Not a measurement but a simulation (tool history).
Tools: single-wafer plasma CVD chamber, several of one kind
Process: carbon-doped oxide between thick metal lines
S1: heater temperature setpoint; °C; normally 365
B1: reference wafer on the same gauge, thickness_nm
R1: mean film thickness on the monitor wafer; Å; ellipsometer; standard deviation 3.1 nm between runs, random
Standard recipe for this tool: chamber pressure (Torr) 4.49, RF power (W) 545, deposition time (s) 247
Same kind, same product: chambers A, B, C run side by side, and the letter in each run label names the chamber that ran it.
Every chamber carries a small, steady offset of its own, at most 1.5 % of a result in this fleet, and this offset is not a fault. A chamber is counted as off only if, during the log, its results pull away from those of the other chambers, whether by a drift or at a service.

run 1B hour=6.3 | S1=365 chamber_pressure_(Torr)=4.49 RF_power_(W)=545 deposition_time_(s)=247 | B1=1210.2 | R1=12652
run 2C hour=10.8 | S1=365 chamber_pressure_(Torr)=4.49 RF_power_(W)=545 deposition_time_(s)=247 | B1=1208.8 | R1=12409
run 3A hour=14.2 | S1=365 chamber_pressure_(Torr)=4.49 RF_power_(W)=545 deposition_time_(s)=247 | B1=1209.9 | R1=12435
run 4C hour=19.8 | S1=365 chamber_pressure_(Torr)=4.49 RF_power_(W)=545 deposition_time_(s)=247 | B1=1210.5 | R1=12414
run 5B hour=25.5 | S1=365 chamber_pressure_(Torr)=4.49 RF_power_(W)=545 deposition_time_(s)=247 | B1=1210.6 | R1=12578
run 6A hour=29.9 | S1=365 chamber_pressure_(Torr)=4.49 RF_power_(W)=545 deposition_time_(s)=247 | B1=1209.6 | R1=12405
run 7B hour=35.3 | S1=365 chamber_pressure_(Torr)=4.49 RF_power_(W)=545 deposition_time_(s)=247 | B1=1210.2 | R1=12657
run 8C hour=38.8 | S1=365 chamber_pressure_(Torr)=4.49 RF_power_(W)=545 deposition_time_(s)=247 | B1=1209.2 | R1=12369
run 9A hour=42.3 | S1=365 chamber_pressure_(Torr)=4.49 RF_power_(W)=545 deposition_time_(s)=247 | B1=1209.8 | R1=12385
run 10B hour=46.3 | S1=365 chamber_pressure_(Torr)=4.49 RF_power_(W)=545 deposition_time_(s)=247 | B1=1210.5 | R1=12610
run 11A hour=50.4 | S1=365 chamber_pressure_(Torr)=4.49 RF_power_(W)=545 deposition_time_(s)=247 | B1=1210.0 | R1=12414
run 12C hour=54.0 | S1=372 chamber_pressure_(Torr)=4.49 RF_power_(W)=545 deposition_time_(s)=247 | B1=1209.8 | R1=12238
run 13C hour=58.0 | S1=372 chamber_pressure_(Torr)=4.49 RF_power_(W)=545 deposition_time_(s)=247 | B1=1210.3 | R1=12196
run 14B hour=64.3 | S1=372 chamber_pressure_(Torr)=4.49 RF_power_(W)=545 deposition_time_(s)=247 | B1=1209.7 | R1=12354
run 15A hour=68.2 | S1=365 chamber_pressure_(Torr)=4.49 RF_power_(W)=545 deposition_time_(s)=247 | B1=1210.0 | R1=12345
run 16B hour=73.4 | S1=365 chamber_pressure_(Torr)=4.49 RF_power_(W)=545 deposition_time_(s)=247 | B1=1209.7 | R1=12553
run 17A hour=79.0 | S1=365 chamber_pressure_(Torr)=4.49 RF_power_(W)=545 deposition_time_(s)=247 | B1=1210.2 | R1=12307
run 18C hour=84.1 | S1=365 chamber_pressure_(Torr)=4.49 RF_power_(W)=545 deposition_time_(s)=247 | B1=1209.6 | R1=12398
run 19A hour=87.6 | S1=365 chamber_pressure_(Torr)=4.49 RF_power_(W)=545 deposition_time_(s)=247 | B1=1211.0 | R1=12286
run 20B hour=92.9 | S1=365 chamber_pressure_(Torr)=4.49 RF_power_(W)=505 deposition_time_(s)=219 | B1=1210.8 | R1=10643
run 21C hour=98.8 | S1=365 chamber_pressure_(Torr)=4.49 RF_power_(W)=505 deposition_time_(s)=219 | B1=1209.7 | R1=10497
run 22B hour=101.8 | S1=365 chamber_pressure_(Torr)=4.49 RF_power_(W)=505 deposition_time_(s)=219 | B1=1209.3 | R1=10624
run 23A hour=107.6 | S1=365 chamber_pressure_(Torr)=4.49 RF_power_(W)=545 deposition_time_(s)=247 | B1=1209.5 | R1=12269
run 24C hour=110.6 | S1=365 chamber_pressure_(Torr)=4.49 RF_power_(W)=545 deposition_time_(s)=247 | B1=1211.0 | R1=12382
run 25B hour=113.7 | S1=365 chamber_pressure_(Torr)=3.71 RF_power_(W)=500 deposition_time_(s)=247 | B1=1210.2 | R1=11632
run 26C hour=118.4 | S1=365 chamber_pressure_(Torr)=3.71 RF_power_(W)=500 deposition_time_(s)=247 | B1=1209.9 | R1=11409
run 27A hour=121.6 | S1=365 chamber_pressure_(Torr)=3.71 RF_power_(W)=500 deposition_time_(s)=247 | B1=1209.7 | R1=11250
run 28A hour=127.5 | S1=365 chamber_pressure_(Torr)=4.14 RF_power_(W)=545 deposition_time_(s)=247 | B1=1209.9 | R1=12042
run 29B hour=132.1 | S1=365 chamber_pressure_(Torr)=4.14 RF_power_(W)=545 deposition_time_(s)=247 | B1=1209.2 | R1=12441
run 30C hour=136.4 | S1=365 chamber_pressure_(Torr)=4.14 RF_power_(W)=545 deposition_time_(s)=247 | B1=1209.8 | R1=12221

One chamber off, gauge drift, or nothing amiss beyond the chambers' own small offsets? If it is a chamber, which one, and what is the likeliest cause?

Chamber A drifts away from the others.
Likeliest cause: delivered RF power below the setpoint (%) = 4.41.

Which of the 4 candidates below, each the usual settings with something changed and its results left as question marks, puts chamber A back in line with what the other chambers give on the usual settings?
In line here means within this much of the mean the other chambers give on the usual settings: R1 110 Å
run 31A-1 hour=140.9 | S1=365 chamber_pressure_(Torr)=4.51 RF_power_(W)=555 deposition_time_(s)=247 | R1=?
run 31A-2 hour=140.9 | S1=365 chamber_pressure_(Torr)=4.49 RF_power_(W)=545 deposition_time_(s)=245 | R1=?
run 31A-3 hour=140.9 | S1=352 chamber_pressure_(Torr)=4.49 RF_power_(W)=545 deposition_time_(s)=247 | R1=?
run 31A-4 hour=140.9 | S1=365 chamber_pressure_(Torr)=4.47 RF_power_(W)=540 deposition_time_(s)=242 | R1=?

Mean of the other chambers on the usual settings: R1 12490 Å
run=31A-1 R1=12275
run=31A-2 R1=12032
run=31A-3 R1=12507
run=31A-4 R1=11809
31A-3 brings the chamber back in line.
